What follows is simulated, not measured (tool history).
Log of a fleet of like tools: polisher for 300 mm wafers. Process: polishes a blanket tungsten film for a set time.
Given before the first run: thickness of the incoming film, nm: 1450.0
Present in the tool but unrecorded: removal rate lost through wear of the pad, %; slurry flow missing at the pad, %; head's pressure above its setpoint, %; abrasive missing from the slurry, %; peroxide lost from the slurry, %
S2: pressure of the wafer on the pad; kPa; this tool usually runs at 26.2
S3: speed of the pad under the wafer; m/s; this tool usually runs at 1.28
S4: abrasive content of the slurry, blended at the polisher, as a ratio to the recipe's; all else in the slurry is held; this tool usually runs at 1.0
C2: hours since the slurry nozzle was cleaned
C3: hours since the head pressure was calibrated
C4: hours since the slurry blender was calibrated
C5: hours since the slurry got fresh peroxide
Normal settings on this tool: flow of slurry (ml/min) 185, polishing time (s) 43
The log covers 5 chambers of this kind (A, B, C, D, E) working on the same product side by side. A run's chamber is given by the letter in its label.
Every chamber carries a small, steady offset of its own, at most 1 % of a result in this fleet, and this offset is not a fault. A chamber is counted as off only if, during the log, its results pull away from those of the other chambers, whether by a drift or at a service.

-- hour=1.9 chamber D: worn pad replaced by a new one
-- hour=2.2 chamber A: slurry tank refilled with fresh slurry and peroxide
run 1E hour=6.5 | flow_of_slurry_(ml/min)=185 S2=26.2 S3=1.28 S4=1.0 polishing_time_(s)=43 | wafers_polished_on_this_pad=725 C2=46.5 C3=167.4 C4=175.6 C5=85.9 | film_removed_(Å)=2348.7
-- hour=7.6 chamber B: worn pad replaced by a new one
-- hour=15.7 chamber E: worn pad replaced by a new one
run 2A hour=17.9 | flow_of_slurry_(ml/min)=185 S2=26.2 S3=1.28 S4=1.0 polishing_time_(s)=43 | wafers_polished_on_this_pad=348 C2=83.1 C3=759.4 C4=205.0 C5=15.8 | film_removed_(Å)=2367.1
-- hour=24.2 chamber D: slurry tank refilled with fresh slurry and peroxide
-- hour=25.4 chamber C: worn pad replaced by a new one
run 3D hour=30.6 | flow_of_slurry_(ml/min)=185 S2=26.2 S3=1.28 S4=1.0 polishing_time_(s)=43 | wafers_polished_on_this_pad=342 C2=60.2 C3=149.9 C4=240.7 C5=6.5 | film_removed_(Å)=2439.9
run 4B hour=43.4 | flow_of_slurry_(ml/min)=185 S2=26.2 S3=1.28 S4=1.0 polishing_time_(s)=43 | wafers_polished_on_this_pad=428 C2=484.9 C3=397.8 C4=239.7 C5=86.3 | film_removed_(Å)=2373.4
run 5C hour=56.7 | flow_of_slurry_(ml/min)=185 S2=26.2 S3=1.28 S4=1.0 polishing_time_(s)=43 | wafers_polished_on_this_pad=375 C2=79.0 C3=542.7 C4=95.0 C5=157.7 | film_removed_(Å)=2389.5
-- hour=58.7 chamber C: head pressure recalibrated
-- hour=62.0 chamber E: slurry tank refilled with fresh slurry and peroxide
-- hour=63.3 chamber A: worn pad replaced by a new one
-- hour=64.1 chamber C: slurry tank refilled with fresh slurry and peroxide
-- hour=66.0 chamber A: slurry tank refilled with fresh slurry and peroxide
run 6C hour=71.4 | flow_of_slurry_(ml/min)=185 S2=26.2 S3=1.28 S4=1.0 polishing_time_(s)=43 | wafers_polished_on_this_pad=550 C2=93.7 C3=12.7 C4=109.7 C5=7.3 | film_removed_(Å)=2398.6
-- hour=78.9 chamber B: worn pad replaced by a new one
run 7D hour=82.7 | flow_of_slurry_(ml/min)=185 S2=29.6 S3=0.94 S4=1.0 polishing_time_(s)=43 | wafers_polished_on_this_pad=965 C2=112.3 C3=202.0 C4=292.8 C5=58.6 | film_removed_(Å)=1996.5
-- hour=86.3 chamber E: worn pad replaced by a new one
run 8B hour=96.2 | flow_of_slurry_(ml/min)=185 S2=29.6 S3=0.94 S4=1.0 polishing_time_(s)=43 | wafers_polished_on_this_pad=207 C2=537.7 C3=450.6 C4=292.5 C5=139.1 | film_removed_(Å)=1970.5
-- hour=101.4 chamber D: slurry blender recalibrated
-- hour=107.1 chamber C: worn pad replaced by a new one
run 9E hour=107.7 | flow_of_slurry_(ml/min)=185 S2=29.6 S3=0.94 S4=1.0 polishing_time_(s)=43 | wafers_polished_on_this_pad=256 C2=147.7 C3=268.6 C4=276.8 C5=45.8 | film_removed_(Å)=1991.9
-- hour=117.1 chamber B: slurry tank refilled with fresh slurry and peroxide
-- hour=117.2 chamber D: worn pad replaced by a new one
run 10A hour=121.9 | flow_of_slurry_(ml/min)=185 S2=29.6 S3=0.94 S4=1.0 polishing_time_(s)=43 | wafers_polished_on_this_pad=701 C2=187.1 C3=863.4 C4=309.0 C5=56.0 | film_removed_(Å)=1958.6
run 11C hour=135.2 | flow_of_slurry_(ml/min)=185 S2=29.6 S3=0.94 S4=1.0 polishing_time_(s)=43 | wafers_polished_on_this_pad=336 C2=157.5 C3=76.5 C4=173.5 C5=71.1 | film_removed_(Å)=1997.0
-- hour=141.8 chamber D: slurry tank refilled with fresh slurry and peroxide
-- hour=143.2 chamber A: slurry tank refilled with fresh slurry and peroxide
run 12B hour=143.4 | flow_of_slurry_(ml/min)=185 S2=26.2 S3=1.28 S4=1.0 polishing_time_(s)=43 | wafers_polished_on_this_pad=771 C2=584.9 C3=497.8 C4=339.7 C5=26.3 | film_removed_(Å)=2394.1
-- hour=146.4 chamber B: worn pad replaced by a new one
run 13D hour=151.2 | flow_of_slurry_(ml/min)=185 S2=26.2 S3=1.28 S4=1.0 polishing_time_(s)=43 | wafers_polished_on_this_pad=406 C2=180.8 C3=270.5 C4=49.9 C5=9.5 | film_removed_(Å)=2428.3
-- hour=152.2 chamber A: worn pad replaced by a new one
-- hour=160.3 chamber C: slurry nozzle cleaned
-- hour=160.8 chamber E: worn pad replaced by a new one
run 14E hour=162.8 | flow_of_slurry_(ml/min)=185 S2=26.2 S3=1.28 S4=1.0 polishing_time_(s)=43 | wafers_polished_on_this_pad=24 C2=202.8 C3=323.7 C4=331.9 C5=100.9 | film_removed_(Å)=2388.4
-- hour=173.1 chamber E: slurry blender recalibrated
run 15A hour=174.0 | flow_of_slurry_(ml/min)=185 S2=26.2 S3=1.28 S4=1.0 polishing_time_(s)=43 | wafers_polished_on_this_pad=260 C2=239.2 C3=915.5 C4=361.1 C5=30.9 | film_removed_(Å)=2384.9
-- hour=182.4 chamber C: worn pad replaced by a new one
run 16D hour=188.4 | flow_of_slurry_(ml/min)=155 S2=26.2 S3=1.00 S4=1.0 polishing_time_(s)=43 | wafers_polished_on_this_pad=850 C2=218.0 C3=307.7 C4=87.1 C5=46.7 | film_removed_(Å)=1818.5
-- hour=199.1 chamber E: slurry tank refilled with fresh slurry and peroxide
run 17C hour=199.8 | flow_of_slurry_(ml/min)=155 S2=26.2 S3=1.00 S4=1.0 polishing_time_(s)=43 | wafers_polished_on_this_pad=208 C2=39.5 C3=141.1 C4=238.1 C5=135.7 | film_removed_(Å)=1831.3
-- hour=204.3 chamber A: slurry tank refilled with fresh slurry and peroxide
run 18E hour=210.6 | flow_of_slurry_(ml/min)=155 S2=26.2 S3=1.00 S4=1.0 polishing_time_(s)=43 | wafers_polished_on_this_pad=595 C2=250.6 C3=371.5 C4=37.6 C5=11.5 | film_removed_(Å)=1827.5
-- hour=212.3 chamber B: worn pad replaced by a new one
-- hour=222.2 chamber C: slurry blender recalibrated
-- hour=224.1 chamber E: worn pad replaced by a new one
run 19B hour=224.3 | flow_of_slurry_(ml/min)=155 S2=26.2 S3=1.00 S4=1.0 polishing_time_(s)=43 | wafers_polished_on_this_pad=143 C2=665.8 C3=578.7 C4=420.6 C5=107.2 | film_removed_(Å)=1790.1
-- hour=227.4 chamber A: worn pad replaced by a new one
run 20A hour=235.1 | flow_of_slurry_(ml/min)=155 S2=26.2 S3=1.00 S4=1.0 polishing_time_(s)=43 | wafers_polished_on_this_pad=92 C2=300.3 C3=976.6 C4=422.2 C5=30.9 | film_removed_(Å)=1820.8
-- hour=237.0 chamber C: slurry tank refilled with fresh slurry and peroxide
run 21A hour=243.3 | flow_of_slurry_(ml/min)=185 S2=26.2 S3=0.90 S4=1.0 polishing_time_(s)=43 | wafers_polished_on_this_pad=190 C2=308.5 C3=984.8 C4=430.4 C5=39.1 | film_removed_(Å)=1659.5
-- hour=245.1 chamber D: worn pad replaced by a new one
run 22B hour=249.9 | flow_of_slurry_(ml/min)=185 S2=26.2 S3=0.90 S4=1.0 polishing_time_(s)=43 | wafers_polished_on_this_pad=449 C2=691.4 C3=604.3 C4=446.2 C5=132.8 | film_removed_(Å)=1653.3
-- hour=255.2 chamber C: worn pad replaced by a new one
-- hour=258.6 chamber D: slurry tank refilled with fresh slurry and peroxide
run 23E hour=262.6 | flow_of_slurry_(ml/min)=185 S2=26.2 S3=0.90 S4=1.0 polishing_time_(s)=43 | wafers_polished_on_this_pad=460 C2=302.6 C3=423.5 C4=89.6 C5=63.5 | film_removed_(Å)=1674.0
-- hour=266.9 chamber A: slurry tank refilled with fresh slurry and peroxide
run 24C hour=274.1 | flow_of_slurry_(ml/min)=185 S2=26.2 S3=0.90 S4=1.0 polishing_time_(s)=43 | wafers_polished_on_this_pad=226 C2=113.8 C3=215.4 C4=51.9 C5=37.1 | film_removed_(Å)=1673.5
-- hour=277.0 chamber B: slurry tank refilled with fresh slurry and peroxide
-- hour=277.9 chamber A: slurry blender recalibrated
-- hour=280.8 chamber B: slurry nozzle cleaned
-- hour=281.1 chamber D: slurry nozzle cleaned
-- hour=287.2 chamber B: worn pad replaced by a new one
run 25D hour=288.1 | flow_of_slurry_(ml/min)=185 S2=26.2 S3=0.90 S4=1.0 polishing_time_(s)=43 | wafers_polished_on_this_pad=514 C2=7.1 C3=407.4 C4=186.8 C5=29.5 | film_removed_(Å)=1685.9
-- hour=289.8 chamber E: worn pad replaced by a new one
run 26E hour=300.1 | flow_of_slurry_(ml/min)=185 S2=26.2 S3=1.28 S4=1.0 polishing_time_(s)=43 | wafers_polished_on_this_pad=123 C2=340.1 C3=461.0 C4=127.1 C5=101.0 | film_removed_(Å)=2358.2
run 27A hour=311.1 | flow_of_slurry_(ml/min)=145 S2=26.2 S3=1.28 S4=1.2 polishing_time_(s)=43 | wafers_polished_on_this_pad=1000 C2=376.3 C3=1052.6 C4=33.2 C5=44.2 | film_removed_(Å)=2396.7
-- hour=321.5 chamber C: worn pad replaced by a new one
run 28C hour=324.5 | flow_of_slurry_(ml/min)=145 S2=26.2 S3=1.28 S4=1.2 polishing_time_(s)=43 | wafers_polished_on_this_pad=36 C2=164.2 C3=265.8 C4=102.3 C5=87.5 | film_removed_(Å)=2409.5
-- hour=327.6 chamber B: slurry blender recalibrated
run 29B hour=333.8 | flow_of_slurry_(ml/min)=145 S2=26.2 S3=1.28 S4=1.2 polishing_time_(s)=43 | wafers_polished_on_this_pad=557 C2=53.1 C3=688.2 C4=6.3 C5=56.9 | film_removed_(Å)=2398.4
run 30D hour=344.2 | flow_of_slurry_(ml/min)=145 S2=26.2 S3=1.28 S4=1.2 polishing_time_(s)=43 | wafers_polished_on_this_pad=1184 C2=63.2 C3=463.5 C4=242.9 C5=85.6 | film_removed_(Å)=2411.8
-- hour=355.2 chamber D: worn pad replaced by a new one
run 31D hour=357.0 | flow_of_slurry_(ml/min)=145 S2=26.2 S3=1.28 S4=1.2 polishing_time_(s)=43 | wafers_polished_on_this_pad=22 C2=76.0 C3=476.3 C4=255.7 C5=98.4 | film_removed_(Å)=2415.4

Does one chamber stand apart from the rest, does the shared gauge drift, or is all well apart from small per-chamber offsets? Give the chamber and the most likely cause, where there is one.

Nothing is wrong: each chamber keeps only its own small, steady offset and the gauge holds still.
